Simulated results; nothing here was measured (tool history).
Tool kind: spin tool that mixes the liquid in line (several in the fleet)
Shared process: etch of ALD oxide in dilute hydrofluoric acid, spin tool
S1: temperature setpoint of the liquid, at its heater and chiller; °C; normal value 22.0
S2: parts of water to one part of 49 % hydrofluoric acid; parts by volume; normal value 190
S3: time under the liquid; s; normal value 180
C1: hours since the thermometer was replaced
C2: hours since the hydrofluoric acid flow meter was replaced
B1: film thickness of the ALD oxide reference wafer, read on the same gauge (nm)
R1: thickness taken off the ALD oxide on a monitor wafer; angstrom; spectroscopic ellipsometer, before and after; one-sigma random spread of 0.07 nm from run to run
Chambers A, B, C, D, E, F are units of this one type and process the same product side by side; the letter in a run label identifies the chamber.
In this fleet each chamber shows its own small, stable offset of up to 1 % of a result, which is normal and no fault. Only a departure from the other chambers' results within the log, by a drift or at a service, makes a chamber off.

{"run": "1D", "hour": 5.1, "S1": 22.0, "S2": 190, "S3": 180, "C1": 1368.5, "C2": 482.9, "B1": 99.99, "R1": 98.281}
{"run": "2E", "hour": 10.8, "S1": 22.0, "S2": 190, "S3": 180, "C1": 1221.7, "C2": 174.0, "B1": 99.995, "R1": 98.758}
{"run": "3A", "hour": 14.9, "S1": 22.0, "S2": 190, "S3": 180, "C1": 534.7, "C2": 1843.4, "B1": 100.0, "R1": 98.757}
{"run": "4F", "hour": 18.8, "S1": 22.0, "S2": 190, "S3": 180, "C1": 2642.9, "C2": 1047.8, "B1": 99.997, "R1": 100.65}
{"run": "5C", "hour": 24.9, "S1": 22.0, "S2": 190, "S3": 180, "C1": 1453.6, "C2": 280.8, "B1": 99.975, "R1": 101.25}
{"run": "6B", "hour": 30.6, "S1": 22.0, "S2": 190, "S3": 180, "C1": 832.7, "C2": 2235.1, "B1": 99.998, "R1": 99.687}
{"run": "7C", "hour": 34.0, "S1": 22.0, "S2": 190, "S3": 180, "C1": 1462.7, "C2": 289.9, "B1": 100.02, "R1": 100.66}
{"run": "8F", "hour": 40.6, "S1": 22.0, "S2": 190, "S3": 180, "C1": 2664.7, "C2": 1069.6, "B1": 100.02, "R1": 100.88}
{"run": "9B", "hour": 44.4, "S1": 26.0, "S2": 190, "S3": 180, "C1": 846.5, "C2": 2248.9, "B1": 100.0, "R1": 116.26}
{"run": "10A", "hour": 51.1, "S1": 26.0, "S2": 190, "S3": 180, "C1": 570.9, "C2": 1879.6, "B1": 99.996, "R1": 114.42}
{"run": "11D", "hour": 56.3, "S1": 26.0, "S2": 190, "S3": 180, "C1": 1419.7, "C2": 534.1, "B1": 100.01, "R1": 116.0}
{"run": "12E", "hour": 62.6, "S1": 26.0, "S2": 190, "S3": 180, "C1": 1273.5, "C2": 225.8, "B1": 100.02, "R1": 114.66}
{"run": "13A", "hour": 67.4, "S1": 26.0, "S2": 190, "S3": 180, "C1": 587.2, "C2": 1895.9, "B1": 100.01, "R1": 115.47}
{"run": "14F", "hour": 71.6, "S1": 26.0, "S2": 190, "S3": 180, "C1": 2695.7, "C2": 1100.6, "B1": 100.01, "R1": 117.19}
{"run": "15E", "hour": 77.2, "S1": 22.0, "S2": 190, "S3": 180, "C1": 1288.1, "C2": 240.4, "B1": 100.0, "R1": 100.11}
{"run": "16C", "hour": 83.7, "S1": 22.0, "S2": 190, "S3": 180, "C1": 1512.4, "C2": 339.6, "B1": 100.02, "R1": 99.866}
{"run": "17B", "hour": 88.5, "S1": 22.0, "S2": 190, "S3": 180, "C1": 890.6, "C2": 2293.0, "B1": 99.995, "R1": 99.649}
{"run": "18D", "hour": 91.7, "S1": 22.0, "S2": 190, "S3": 180, "C1": 1455.1, "C2": 569.5, "B1": 99.983, "R1": 100.42}
{"run": "19E", "hour": 94.7, "S1": 22.0, "S2": 190, "S3": 180, "C1": 1305.6, "C2": 257.9, "B1": 99.988, "R1": 99.52}
{"run": "20B", "hour": 98.0, "S1": 26.5, "S2": 260, "S3": 180, "C1": 900.1, "C2": 2302.5, "B1": 100.03, "R1": 80.531}
{"run": "21F", "hour": 102.6, "S1": 26.5, "S2": 260, "S3": 180, "C1": 2726.7, "C2": 1131.6, "B1": 100.02, "R1": 81.074}
{"run": "22A", "hour": 107.4, "S1": 26.5, "S2": 260, "S3": 180, "C1": 627.2, "C2": 1935.9, "B1": 99.965, "R1": 79.697}
{"run": "23C", "hour": 113.5, "S1": 26.5, "S2": 260, "S3": 180, "C1": 1542.2, "C2": 369.4, "B1": 100.01, "R1": 76.941}
{"run": "24D", "hour": 116.5, "S1": 26.5, "S2": 260, "S3": 180, "C1": 1479.9, "C2": 594.3, "B1": 100.0, "R1": 79.812}
{"run": "25F", "hour": 122.6, "S1": 26.5, "S2": 260, "S3": 180, "C1": 2746.7, "C2": 1151.6, "B1": 100.01, "R1": 80.796}
{"run": "26E", "hour": 126.8, "S1": 22.0, "S2": 190, "S3": 180, "C1": 1337.7, "C2": 290.0, "B1": 99.985, "R1": 98.735}
{"run": "27B", "hour": 132.5, "S1": 22.0, "S2": 190, "S3": 180, "C1": 934.6, "C2": 2337.0, "B1": 100.02, "R1": 100.38}
{"run": "28D", "hour": 136.9, "S1": 22.0, "S2": 190, "S3": 180, "C1": 1500.3, "C2": 614.7, "B1": 100.01, "R1": 98.995}
{"run": "29A", "hour": 141.3, "S1": 22.0, "S2": 190, "S3": 180, "C1": 661.1, "C2": 1969.8, "B1": 99.989, "R1": 100.36}
{"run": "30C", "hour": 146.9, "S1": 22.0, "S2": 190, "S3": 180, "C1": 1575.6, "C2": 402.8, "B1": 99.994, "R1": 97.061}
{"run": "31C", "hour": 153.5, "S1": 22.0, "S2": 190, "S3": 180, "C1": 1582.2, "C2": 409.4, "B1": 100.0, "R1": 95.882}
{"run": "32A", "hour": 156.5, "S1": 22.0, "S2": 190, "S3": 180, "C1": 676.3, "C2": 1985.0, "B1": 100.02, "R1": 100.2}
{"hour": 161.0, "done": "chamber B: hydrofluoric acid flow meter replaced"}
{"run": "33E", "hour": 162.7, "S1": 22.0, "S2": 190, "S3": 180, "C1": 1373.6, "C2": 325.9, "B1": 99.99, "R1": 99.393}
{"run": "34B", "hour": 165.8, "S1": 22.0, "S2": 190, "S3": 180, "C1": 967.9, "C2": 4.8, "B1": 100.01, "R1": 99.416}
{"run": "35D", "hour": 169.2, "S1": 22.0, "S2": 190, "S3": 180, "C1": 1532.6, "C2": 647.0, "B1": 99.995, "R1": 98.84}
{"run": "36F", "hour": 175.5, "S1": 22.0, "S2": 190, "S3": 180, "C1": 2799.6, "C2": 1204.5, "B1": 100.0, "R1": 100.89}

Next, every chamber runs the same settings. What will each give?
{"run": "37A", "hour": 180.4, "S1": 22.0, "S2": 265, "S3": 180, "R1": "?"}
{"run": "37B", "hour": 180.4, "S1": 22.0, "S2": 265, "S3": 180, "R1": "?"}
{"run": "37C", "hour": 180.4, "S1": 22.0, "S2": 265, "S3": 180, "R1": "?"}
{"run": "37D", "hour": 180.4, "S1": 22.0, "S2": 265, "S3": 180, "R1": "?"}
{"run": "37E", "hour": 180.4, "S1": 22.0, "S2": 265, "S3": 180, "R1": "?"}
{"run": "37F", "hour": 180.4, "S1": 22.0, "S2": 265, "S3": 180, "R1": "?"}

run=37A R1=66.675
run=37B R1=66.230
run=37C R1=62.616
run=37D R1=66.232
run=37E R1=66.655
run=37F R1=67.343
